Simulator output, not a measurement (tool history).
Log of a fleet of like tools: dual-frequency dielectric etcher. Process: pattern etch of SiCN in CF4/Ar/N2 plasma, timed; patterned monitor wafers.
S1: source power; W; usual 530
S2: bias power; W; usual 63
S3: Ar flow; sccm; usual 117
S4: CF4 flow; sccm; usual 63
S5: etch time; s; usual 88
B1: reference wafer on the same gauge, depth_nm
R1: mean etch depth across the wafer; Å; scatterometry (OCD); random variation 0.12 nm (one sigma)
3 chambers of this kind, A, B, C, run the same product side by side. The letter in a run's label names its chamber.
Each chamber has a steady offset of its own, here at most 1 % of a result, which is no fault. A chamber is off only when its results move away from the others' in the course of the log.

run	day	S1	S2	S3	S4	S5	B1	R1
1B	0.442	530	63	117	63	88	79.683	800.81
2C	0.971	530	63	117	63	88	79.678	795.89
3A	1.283	530	63	117	63	88	79.666	795.21
4B	1.725	530	63	117	63	88	79.612	800.46
5C	2.367	530	63	117	63	88	79.62	797.39
6A	2.979	530	63	117	63	88	79.582	793.53
7B	3.512	530	63	117	63	88	79.57	797.16
# day 3.971: chamber A: wet clean of the chamber
8A	4.121	530	63	141	63	88	79.524	769.42
9C	4.45	530	63	141	63	88	79.536	770.74
10B	5.046	530	63	141	63	88	79.531	772.98
11C	5.583	530	63	117	63	88	79.47	796.52
12A	6.242	530	63	117	63	88	79.461	792.09
13C	6.812	530	63	117	63	88	79.423	794.8
14A	7.488	530	63	117	63	88	79.436	792.74
# day 7.679: chamber B: wet clean of the chamber
15B	7.8	530	63	117	63	88	79.396	797.54
16A	8.233	530	63	117	63	88	79.368	789.96
17B	8.796	530	63	117	63	88	79.369	796.07
18C	9.117	530	63	117	63	88	79.35	794.63
19B	9.608	530	63	117	63	88	79.341	797.46
20A	10.046	530	63	117	63	88	79.288	790.82
21C	10.629	530	63	117	63	88	79.291	794.39
22A	10.942	530	63	100	76	88	79.252	836.79
23B	11.271	530	63	100	76	88	79.254	842.76
24C	11.912	530	63	100	76	88	79.243	840.34

Is one chamber off against the others, does the gauge drift, or is nothing wrong? If a chamber is off, say which, and what the likeliest cause is.

The gauge drifts, so all chambers seem to drift together. No chamber is off.
Cause: gauge reads low (%) = 0.605.

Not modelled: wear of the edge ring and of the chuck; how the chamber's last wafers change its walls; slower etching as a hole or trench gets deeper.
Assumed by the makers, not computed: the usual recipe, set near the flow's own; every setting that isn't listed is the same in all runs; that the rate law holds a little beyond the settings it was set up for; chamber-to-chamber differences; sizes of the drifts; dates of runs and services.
